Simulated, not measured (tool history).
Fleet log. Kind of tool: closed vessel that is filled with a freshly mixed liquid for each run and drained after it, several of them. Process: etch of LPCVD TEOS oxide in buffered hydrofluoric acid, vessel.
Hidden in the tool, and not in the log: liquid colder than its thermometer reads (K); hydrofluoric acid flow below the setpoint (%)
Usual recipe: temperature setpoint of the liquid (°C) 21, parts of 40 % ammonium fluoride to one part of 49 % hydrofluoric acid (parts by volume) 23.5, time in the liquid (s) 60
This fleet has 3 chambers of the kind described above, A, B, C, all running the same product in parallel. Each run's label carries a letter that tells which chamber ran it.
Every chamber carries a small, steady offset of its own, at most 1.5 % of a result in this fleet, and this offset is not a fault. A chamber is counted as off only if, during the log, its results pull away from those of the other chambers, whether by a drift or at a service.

run,hour,temperature setpoint of the liquid (°C),parts of 40 % ammonium fluoride to one part of 49 % hydrofluoric acid (parts by volume),time in the liquid (s),hours since the thermometer was replaced,hours since the hydrofluoric acid flow meter was replaced,"read-back film thickness of the LPCVD TEOS oxide reference wafer, read on the same gauge (nm)",thickness taken off the LPCVD TEOS oxide on a monitor wafer (Å)
1A,6.7,21,23.5,60,1449.6,841.2,100.02,370.97
2B,13.4,21,23.5,60,718.5,1543.4,99.985,367.98
3C,18.2,21,23.5,60,91.8,892.3,100.04,376.86
4A,23.2,21,23.5,60,1466.1,857.7,100,369.83
5B,28.4,21,23.5,60,733.5,1558.4,99.967,368.06
6C,34.6,21,23.5,60,108.2,908.7,100.03,373.14
7B,38.8,21,23.5,60,743.9,1568.8,99.98,366.41
8C,44.8,21,23.5,60,118.4,918.9,100.06,370.72
9A,50,21,23.5,60,1492.9,884.5,99.989,370.27
10C,57.6,21,23.5,60,131.2,931.7,99.99,375.1
11B,65.2,21,23.5,60,770.3,1595.2,99.983,366.99
12A,71.4,21,23.5,60,1514.3,905.9,99.976,369.03
13C,79.2,21,23.5,60,152.8,953.3,99.953,378.15
# hour 80.6: chamber C: hydrofluoric acid flow meter replaced
14A,85.6,21,23.5,60,1528.5,920.1,100.02,363.75
15B,91.3,21,23.5,60,796.4,1621.3,100.01,366.79
16A,98.9,21,23.5,60,1541.8,933.4,100,360.6
17B,107.1,21,23.5,60,812.2,1637.1,99.988,366.55
18C,114.7,21,23.5,60,188.3,34.2,99.967,378.9
19C,121.6,21,23.5,60,195.2,41.1,100,375.06
20B,125.2,21,23.5,60,830.3,1655.2,99.988,370.27
21A,131.2,21,23.5,60,1574.1,965.7,100.02,348.58
22A,137.4,21,23.5,60,1580.3,971.9,99.998,347.06
23C,145.2,21,23.5,60,218.8,64.7,100.02,371.45
24B,151,21,23.5,60,856.1,1681,100.02,368.19

One chamber off, gauge drift, or nothing amiss beyond the chambers' own small offsets? If it is a chamber, which one, and what is the likeliest cause?

One chamber, A, drifts off from the rest bit by bit.
Cause: hydrofluoric acid flow below the setpoint (%) = 11.8.
The log may not separate it from: liquid colder than its thermometer reads (K).

Chamber A could run next with any of the 4 candidate recipes listed below; each alters the usual settings, and their results appear as question marks. Which one brings its results back in line with what the other chambers deliver on the usual settings?
A result is in line if it is within this distance of the other chambers' mean on the usual settings: thickness taken off the LPCVD TEOS oxide on a monitor wafer (Å) 9.4
25A-1,156.9,21,22,60,,,,?
25A-2,156.9,20.5,23.5,60,,,,?
25A-3,156.9,21,21,60,,,,?
25A-4,156.9,19.5,23.5,60,,,,?

Average result of the remaining chambers running the usual settings: thickness taken off the LPCVD TEOS oxide on a monitor wafer (Å) 370.78
run,thickness taken off the LPCVD TEOS oxide on a monitor wafer (Å)
25A-1,357.01
25A-2,331.36
25A-3,368.78
25A-4,313.04
25A-3 is the one that brings the chamber's results back in line with the other chambers.

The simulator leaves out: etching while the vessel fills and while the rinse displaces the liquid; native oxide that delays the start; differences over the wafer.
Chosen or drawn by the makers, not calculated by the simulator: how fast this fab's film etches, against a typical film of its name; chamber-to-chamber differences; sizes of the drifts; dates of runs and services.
